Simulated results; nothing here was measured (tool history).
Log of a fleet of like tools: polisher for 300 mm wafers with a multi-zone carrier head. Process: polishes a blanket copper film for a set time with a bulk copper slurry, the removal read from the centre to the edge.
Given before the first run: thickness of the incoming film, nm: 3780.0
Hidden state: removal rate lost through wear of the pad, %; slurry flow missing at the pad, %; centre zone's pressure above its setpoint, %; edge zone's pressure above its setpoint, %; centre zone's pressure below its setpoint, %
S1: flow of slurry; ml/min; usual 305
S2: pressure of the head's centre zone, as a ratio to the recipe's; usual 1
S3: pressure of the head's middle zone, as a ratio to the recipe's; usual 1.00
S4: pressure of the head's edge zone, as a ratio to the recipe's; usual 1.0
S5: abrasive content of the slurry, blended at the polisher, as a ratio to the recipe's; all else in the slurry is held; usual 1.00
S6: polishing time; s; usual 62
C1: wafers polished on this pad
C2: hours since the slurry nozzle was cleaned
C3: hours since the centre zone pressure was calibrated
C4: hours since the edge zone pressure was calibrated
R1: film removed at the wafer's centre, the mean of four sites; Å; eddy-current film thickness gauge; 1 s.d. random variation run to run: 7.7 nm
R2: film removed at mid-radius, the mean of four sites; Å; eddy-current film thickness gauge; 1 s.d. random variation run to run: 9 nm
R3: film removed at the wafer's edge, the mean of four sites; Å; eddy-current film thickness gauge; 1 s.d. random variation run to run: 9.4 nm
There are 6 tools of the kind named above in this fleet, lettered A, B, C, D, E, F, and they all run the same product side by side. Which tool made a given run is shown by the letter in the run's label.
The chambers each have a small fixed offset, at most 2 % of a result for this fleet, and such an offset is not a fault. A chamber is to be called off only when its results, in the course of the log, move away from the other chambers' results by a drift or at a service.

run    day   S1  S2    S3   S4    S5  S6    C1     C2      C3      C4      R1      R2      R3
 1A  0.096  305   1  1.00  1.0  1.00  62   227  166.1   694.5   371.3  7738.3  7736.4  8121.1
 2B  0.308  305   1  1.00  1.0  1.00  62   854  205.7   816.5  1184.6  7631.4  7655.0  7803.4
     0.417  -- chamber E: slurry nozzle cleaned
 3D  0.504  305   1  1.00  1.0  1.00  62   255  444.4  1460.3   905.4  7729.3  7790.3  7784.1
     0.596  -- chamber D: centre zone pressure recalibrated
 4C  0.667  305   1  1.00  1.0  1.00  62  1425  105.1   391.5   613.9  7690.9  7762.4  7566.2
 5E  0.829  305   1  1.00  1.0  1.00  62   329    9.9   130.8   411.3  7883.9  7790.8  7794.7
 6F  1.033  305   1  1.00  1.1  0.70  62   350  436.6   447.8   554.5  7303.4  7465.9  7577.6
     1.046  -- chamber C: worn pad replaced by a new one
 7C  1.150  305   1  1.00  1.1  0.70  62    35  116.7   403.1   625.5  7015.4  7231.6  7660.5
     1.158  -- chamber A: worn pad replaced by a new one
     1.254  -- chamber E: edge zone pressure recalibrated
 8E  1.312  305   1  1.00  1.1  0.70  62   490   21.5   142.4     1.4  7365.3  7206.3  7636.7
 9B  1.517  305   1  1.00  1.1  0.70  62  1257  234.7   845.5  1213.6  7156.3  7239.0  7497.4
     1.675  -- chamber B: worn pad replaced by a new one
10A  1.696  305   1  1.00  1.1  0.70  62   179  204.5   732.9   409.7  7373.5  7155.8  7509.4
11F  1.879  305   1  1.00  1.1  0.70  62   632  456.9   468.1   574.8  7152.6  7372.6  7836.1
12D  2.042  305   1  1.00  1.0  1.00  62   767  481.3    34.8   942.3  7728.2  7715.2  7559.7
13A  2.246  305   1  1.00  1.0  1.00  62   362  217.7   746.1   422.9  7769.7  7859.6  8020.1
     2.371  -- chamber E: worn pad replaced by a new one
14F  2.383  305   1  1.00  1.0  1.00  62   800  469.0   480.2   586.9  7726.9  8082.4  7952.4
15B  2.479  305   1  1.00  1.0  1.00  62   268  257.8   868.6  1236.7  7643.0  7783.9  7676.0
     2.579  -- chamber A: worn pad replaced by a new one
     2.592  -- chamber D: worn pad replaced by a new one
16E  2.600  305   1  1.00  1.0  1.00  62    77   52.4   173.3    32.3  7848.4  7786.0  7828.1
     2.633  -- chamber B: centre zone pressure recalibrated
     2.683  -- chamber D: slurry nozzle cleaned
17D  2.742  305   1  1.00  1.0  1.00  62    50    1.4    51.6   959.1  7742.1  7884.1  7739.3
18C  2.950  305   1  1.00  1.0  1.00  62   634  159.9   446.3   668.7  7773.0  7833.9  7879.7
19C  3.121  305   1  1.00  1.0  1.00  62   691  164.0   450.4   672.8  7797.0  7938.5  7652.6
     3.192  -- chamber A: centre zone pressure recalibrated
     3.254  -- chamber A: edge zone pressure recalibrated
20E  3.254  305   1  1.00  1.0  1.00  62   294   68.1   189.0    48.0  7719.7  7939.1  8017.8
     3.304  -- chamber C: centre zone pressure recalibrated
21B  3.433  305   1  1.00  1.0  1.00  62   586  280.7    19.3  1259.6  7401.4  7779.3  7548.2
     3.542  -- chamber F: worn pad replaced by a new one
22D  3.571  305   1  1.00  1.0  1.00  62   326   21.3    71.5   979.0  7824.1  7955.7  7833.0
23A  3.667  305   1  1.00  1.0  1.00  62   362  251.8    11.4     9.9  7806.4  7791.2  7679.6
24F  3.825  305   1  1.06  1.0  1.00  62    94  503.6   514.8   621.5  7752.1  8242.1  7923.0
25D  3.971  305   1  1.06  1.0  1.00  62   460   30.9    81.1   988.6  7724.3  8177.9  7635.4
26A  4.104  305   1  1.06  1.0  1.00  62   507  262.3    21.9    20.4  7863.9  8302.2  7818.3
     4.217  -- chamber B: edge zone pressure recalibrated
27E  4.300  305   1  1.06  1.0  1.00  62   643   93.2   214.1    73.1  7727.5  8107.5  7925.7
     4.304  -- chamber A: worn pad replaced by a new one
28F  4.479  305   1  1.06  1.0  1.00  62   312  519.3   530.5   637.2  7734.6  8437.6  7872.0
29C  4.692  305   1  1.06  1.0  1.00  62  1214  201.7    33.3   710.5  7753.9  8478.9  7812.7
30B  4.862  305   1  1.00  1.0  1.00  62  1061  315.0    53.6    15.5  7199.9  7732.7  7697.1
31B  5.042  305   1  1.00  1.0  1.00  62  1121  319.3    57.9    19.8  7196.6  7896.6  7921.0
     5.158  -- chamber E: worn pad replaced by a new one
32F  5.258  305   1  1.00  1.0  1.00  62   572  538.0   549.2   655.9  7741.7  7969.9  7998.9
33D  5.354  305   1  1.00  1.0  1.00  62   920   64.1   114.3  1021.8  7792.5  7808.1  7560.9
34A  5.512  305   1  1.00  1.0  1.00  62   402  296.1    55.7    54.2  7702.3  7714.9  7681.3
35C  5.633  305   1  1.09  1.0  1.00  62  1528  224.3    55.9   733.1  7821.8  8594.3  7866.0
36E  5.729  305   1  1.09  1.0  1.00  62   191  127.5   248.4   107.4  7755.1  8583.7  7731.7
     5.871  -- chamber C: worn pad replaced by a new one
37A  5.871  305   1  1.09  1.0  1.00  62   521  304.7    64.3    62.8  7871.4  8465.1  7898.7
     5.988  -- chamber D: worn pad replaced by a new one
     6.029  -- chamber B: worn pad replaced by a new one
38C  6.033  305   1  1.09  1.0  1.00  62    55  233.9    65.5   742.7  7774.3  8477.0  7810.7
39D  6.208  305   1  1.09  1.0  1.00  62    74   84.6   134.8  1042.3  7817.0  8440.6  7679.1
40F  6.400  305   1  1.09  1.0  1.00  62   952  565.4   576.6   683.3  7884.2  8756.7  8079.0
41B  6.562  305   1  1.00  1.0  1.25  62   178  355.8    94.4    56.3  7528.9  8067.0  8051.1

Read the log: is a single chamber off, either drifting away or since a service, is the gauge that measures every chamber drifting, or is nothing wrong beyond small per-chamber offsets? Name any odd chamber and what most likely caused it.

A service on chamber B put it out of line with the rest.
Most likely cause: centre zone's pressure below its setpoint, % = 5.53.

Chamber B could run next with any of the 4 candidate recipes listed below; each alters the usual settings, and their results appear as question marks. Which one brings its results back in line with what the other chambers deliver on the usual settings?
In-line tolerance around the mean of the other chambers on the usual settings: R1 270.0 Å; R2 310.0 Å; R3 330.0 Å
42B-1  6.721  300  0.91  1.01  1.04  1.00  60                   ?   ?   ?
42B-2  6.721  310  1.05  0.99  0.98  1.00  63                   ?   ?   ?
42B-3  6.721  300  0.95  1.01  1.02  1.00  61                   ?   ?   ?
42B-4  6.721  310  1.09  0.99  0.96  1.00  64                   ?   ?   ?

What the other chambers average on the usual settings: R1 7787.9 Å; R2 7861.8 Å; R3 7802.6 Å
  run      R1      R2      R3
42B-1  6359.9  7566.5  7667.4
42B-2  7828.1  7817.8  7824.2
42B-3  6776.9  7691.2  7715.3
42B-4  8279.6  7940.4  7864.1
Change 42B-2 lands the chamber within the allowed miss of the other chambers.
